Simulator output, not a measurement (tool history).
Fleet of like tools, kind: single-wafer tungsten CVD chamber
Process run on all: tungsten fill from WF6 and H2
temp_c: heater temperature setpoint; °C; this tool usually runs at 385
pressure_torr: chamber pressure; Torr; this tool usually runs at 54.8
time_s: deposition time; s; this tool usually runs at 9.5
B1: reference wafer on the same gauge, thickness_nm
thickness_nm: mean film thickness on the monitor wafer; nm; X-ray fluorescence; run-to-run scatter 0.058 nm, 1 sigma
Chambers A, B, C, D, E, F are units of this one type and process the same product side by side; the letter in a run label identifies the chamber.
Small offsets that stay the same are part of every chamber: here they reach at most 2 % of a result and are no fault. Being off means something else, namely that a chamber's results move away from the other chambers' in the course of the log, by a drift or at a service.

-- hour=5.5 chamber C: capacitance manometer re-zeroed and calibrated
run 1A hour=10.8 | temp_c=385 pressure_torr=54.8 time_s=9.5 | B1=22.302 | thickness_nm=27.189
run 2C hour=23.7 | temp_c=385 pressure_torr=54.8 time_s=9.5 | B1=22.311 | thickness_nm=27.1
run 3E hour=34.6 | temp_c=385 pressure_torr=54.8 time_s=9.5 | B1=22.309 | thickness_nm=27.422
run 4F hour=42.1 | temp_c=385 pressure_torr=54.8 time_s=9.5 | B1=22.31 | thickness_nm=26.875
run 5D hour=50 | temp_c=385 pressure_torr=54.8 time_s=9.5 | B1=22.304 | thickness_nm=27.789
run 6B hour=64.7 | temp_c=374 pressure_torr=64.5 time_s=9.5 | B1=22.287 | thickness_nm=23.761
run 7D hour=74.3 | temp_c=374 pressure_torr=64.5 time_s=9.5 | B1=22.291 | thickness_nm=23.858
run 8F hour=83.8 | temp_c=374 pressure_torr=64.5 time_s=9.5 | B1=22.299 | thickness_nm=23.037
run 9A hour=95.4 | temp_c=374 pressure_torr=64.5 time_s=9.5 | B1=22.307 | thickness_nm=23.251
run 10C hour=102.8 | temp_c=374 pressure_torr=64.5 time_s=9.5 | B1=22.3 | thickness_nm=23.255
run 11E hour=113.3 | temp_c=374 pressure_torr=64.5 time_s=9.5 | B1=22.283 | thickness_nm=23.446
run 12B hour=125.1 | temp_c=385 pressure_torr=54.8 time_s=9.5 | B1=22.3 | thickness_nm=27.749
run 13C hour=134.6 | temp_c=385 pressure_torr=54.8 time_s=9.5 | B1=22.314 | thickness_nm=27.237
run 14E hour=143.4 | temp_c=385 pressure_torr=54.8 time_s=9.5 | B1=22.311 | thickness_nm=27.248
run 15B hour=152.3 | temp_c=385 pressure_torr=54.8 time_s=9.5 | B1=22.294 | thickness_nm=27.666
-- hour=162.3 chamber B: thermocouple changed; heater temperature recalibrated
run 16D hour=164.4 | temp_c=385 pressure_torr=54.8 time_s=9.5 | B1=22.302 | thickness_nm=27.869
-- hour=167.2 chamber E: capacitance manometer re-zeroed and calibrated
run 17F hour=177.1 | temp_c=397 pressure_torr=45.5 time_s=9.5 | B1=22.292 | thickness_nm=31.114
run 18A hour=185.6 | temp_c=397 pressure_torr=45.5 time_s=9.5 | B1=22.312 | thickness_nm=31.518
run 19E hour=193.6 | temp_c=397 pressure_torr=45.5 time_s=9.5 | B1=22.301 | thickness_nm=31.747
run 20D hour=207.7 | temp_c=397 pressure_torr=45.5 time_s=9.5 | B1=22.293 | thickness_nm=32.104
run 21C hour=219.4 | temp_c=397 pressure_torr=45.5 time_s=9.5 | B1=22.3 | thickness_nm=31.435
run 22B hour=226.5 | temp_c=397 pressure_torr=45.5 time_s=9.5 | B1=22.301 | thickness_nm=31.965
run 23A hour=234 | temp_c=385 pressure_torr=54.8 time_s=9.5 | B1=22.293 | thickness_nm=27.009
run 24F hour=245.8 | temp_c=385 pressure_torr=54.8 time_s=9.5 | B1=22.29 | thickness_nm=26.907
run 25E hour=254.9 | temp_c=385 pressure_torr=54.8 time_s=9.5 | B1=22.296 | thickness_nm=27.33
run 26A hour=269.7 | temp_c=385 pressure_torr=54.8 time_s=9.5 | B1=22.292 | thickness_nm=26.939
run 27D hour=276.7 | temp_c=385 pressure_torr=54.8 time_s=9.5 | B1=22.308 | thickness_nm=27.822
run 28C hour=288.1 | temp_c=385 pressure_torr=54.8 time_s=9.5 | B1=22.309 | thickness_nm=27.185
run 29F hour=297.5 | temp_c=385 pressure_torr=54.8 time_s=9.5 | B1=22.306 | thickness_nm=26.93
run 30B hour=306.3 | temp_c=385 pressure_torr=54.8 time_s=8.52 | B1=22.304 | thickness_nm=24.78
run 31A hour=314.1 | temp_c=385 pressure_torr=54.8 time_s=8.52 | B1=22.297 | thickness_nm=24.115
run 32D hour=321.1 | temp_c=385 pressure_torr=54.8 time_s=8.52 | B1=22.3 | thickness_nm=24.909
run 33E hour=335.3 | temp_c=385 pressure_torr=54.8 time_s=8.52 | B1=22.305 | thickness_nm=24.367
run 34C hour=350 | temp_c=385 pressure_torr=54.8 time_s=8.52 | B1=22.305 | thickness_nm=24.342
-- hour=353.2 chamber E: thermocouple changed; heater temperature recalibrated
run 35F hour=362.3 | temp_c=385 pressure_torr=54.8 time_s=8.52 | B1=22.292 | thickness_nm=24.244
run 36B hour=373.1 | temp_c=393 pressure_torr=54.8 time_s=9.5 | B1=22.298 | thickness_nm=32.049
run 37D hour=382.9 | temp_c=393 pressure_torr=54.8 time_s=9.5 | B1=22.303 | thickness_nm=32.456
run 38B hour=389.9 | temp_c=393 pressure_torr=54.8 time_s=9.5 | B1=22.305 | thickness_nm=32.275
run 39C hour=404.3 | temp_c=393 pressure_torr=54.8 time_s=9.5 | B1=22.305 | thickness_nm=31.747
run 40E hour=413.7 | temp_c=393 pressure_torr=54.8 time_s=9.5 | B1=22.312 | thickness_nm=32.046

For the next run the whole fleet of 6 chambers uses the same settings. Give each chamber's results:
run 41A hour=424.5 | temp_c=394 pressure_torr=54.8 time_s=9.5 | thickness_nm=?
run 41B hour=424.5 | temp_c=394 pressure_torr=54.8 time_s=9.5 | thickness_nm=?
run 41C hour=424.5 | temp_c=394 pressure_torr=54.8 time_s=9.5 | thickness_nm=?
run 41D hour=424.5 | temp_c=394 pressure_torr=54.8 time_s=9.5 | thickness_nm=?
run 41E hour=424.5 | temp_c=394 pressure_torr=54.8 time_s=9.5 | thickness_nm=?
run 41F hour=424.5 | temp_c=394 pressure_torr=54.8 time_s=9.5 | thickness_nm=?

run=41A thickness_nm=31.755
run=41B thickness_nm=32.83
run=41C thickness_nm=32.335
run=41D thickness_nm=33.045
run=41E thickness_nm=32.539
run=41F thickness_nm=32.044
